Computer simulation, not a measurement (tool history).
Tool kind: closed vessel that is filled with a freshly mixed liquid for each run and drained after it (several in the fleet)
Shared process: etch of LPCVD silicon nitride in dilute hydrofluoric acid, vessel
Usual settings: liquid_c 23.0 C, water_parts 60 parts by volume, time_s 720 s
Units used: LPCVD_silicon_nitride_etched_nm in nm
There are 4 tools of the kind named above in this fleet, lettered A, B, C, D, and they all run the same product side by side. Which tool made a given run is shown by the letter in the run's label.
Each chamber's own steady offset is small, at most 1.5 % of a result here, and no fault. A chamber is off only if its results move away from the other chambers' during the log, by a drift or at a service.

run,day,liquid_c,water_parts,time_s,hours since the thermometer was replaced,hours since the hydrofluoric acid flow meter was replaced,"read-back film thickness of the LPCVD silicon nitride reference wafer, read on the same gauge (nm)",LPCVD_silicon_nitride_etched_nm
1D,0.346,23.0,60,720,933.1,537.2,50.032,5.4239
2B,0.825,23.0,60,720,953.7,1527.0,49.952,5.4919
3C,1.333,23.0,60,720,769.7,137.6,49.975,5.4754
4A,1.883,23.0,60,720,791.0,377.6,50.012,5.4623
5C,2.262,23.0,60,720,792.0,159.9,49.985,5.4735
6A,2.554,23.0,60,720,807.1,393.7,50.028,5.4604
7D,2.804,23.0,60,720,992.1,596.2,49.981,5.4547
8B,3.250,20.0,60,720,1011.9,1585.2,50.046,4.5235
9A,3.817,20.0,60,720,837.4,424.0,49.985,4.4331
10B,4.292,20.0,60,720,1036.9,1610.2,49.987,4.4425
11C,4.658,20.0,60,720,849.5,217.4,50.031,4.3946
12D,5.000,23.0,60,720,1044.8,648.9,50.018,5.4902
13A,5.450,23.0,60,720,876.6,463.2,49.986,5.4973
14D,5.883,23.0,60,720,1066.0,670.1,50.011,5.5588
15B,6.342,23.0,60,720,1086.1,1659.4,49.921,5.5166
16C,6.675,21.5,60,720,897.9,265.8,50.002,4.9404
17A,7.025,21.5,60,720,914.4,501.0,49.995,5.0113
18C,7.592,21.5,60,720,919.9,287.8,50.001,4.8871
19D,7.971,21.5,60,720,1116.1,720.2,49.968,5.0401
20B,8.312,23.0,60,720,1133.4,1706.7,49.953,5.4717
21D,8.612,23.0,60,720,1131.5,735.6,49.997,5.6187
22A,9.179,23.0,75,720,966.1,552.7,50.045,4.4025
23C,9.712,23.0,75,720,970.8,338.7,50.003,4.3825
24B,10.188,23.0,75,720,1178.4,1751.7,50.006,4.4061
25D,10.521,23.0,75,720,1177.3,781.4,49.997,4.4723
26A,10.962,23.0,60,720,1008.9,595.5,49.979,5.5069
27B,11.412,23.0,60,720,1207.8,1781.1,50.012,5.4577
28C,11.946,23.0,60,720,1024.4,392.3,50.004,5.4583
29A,12.217,20.5,60,720,1039.0,625.6,50.045,4.5878
30B,12.733,20.5,60,720,1239.5,1812.8,49.997,4.6424
31C,13.046,20.5,60,720,1050.8,418.7,49.976,4.5762
32D,13.425,20.5,60,720,1247.0,851.1,50.037,4.8216
33B,13.825,23.0,60,720,1265.7,1839.0,50.024,5.4191
34D,14.250,23.0,60,720,1266.8,870.9,50.028,5.7097
35A,14.817,23.0,60,720,1101.4,688.0,50.006,5.5366
36C,15.138,23.0,60,720,1101.0,468.9,49.972,5.5037
37A,15.429,23.0,60,720,1116.1,702.7,49.958,5.5514
38D,15.688,23.0,60,720,1301.3,905.4,50.050,5.7886
39B,16.017,23.0,60,720,1318.3,1891.6,50.056,5.4867

One chamber off, gauge drift, or nothing amiss beyond the chambers' own small offsets? If it is a chamber, which one, and what is the likeliest cause?

Chamber D drifts away from the others.
Cause: hydrofluoric acid flow above the setpoint (%) = 6.74.
The log may not separate it from: liquid hotter than its thermometer reads (K).

Below are 4 candidate recipes for chamber D's next run, each the usual settings with a change, their results shown as question marks. Which of them brings D's results back in line with what the other chambers give on the usual settings?
In line means no further than this from the other chambers' mean on the usual settings: LPCVD_silicon_nitride_etched_nm 0.1200 nm
40D-1,16.425,23.0,60,755,,,,?
40D-2,16.425,23.0,60,690,,,,?
40D-3,16.425,23.5,60,760,,,,?
40D-4,16.425,22.5,60,680,,,,?

What the other chambers average on the usual settings: LPCVD_silicon_nitride_etched_nm 5.4839 nm
run,LPCVD_silicon_nitride_etched_nm
40D-1,6.0713
40D-2,5.5486
40D-3,6.3216
40D-4,5.2894
It is 40D-2 that realigns the chamber with its peers.
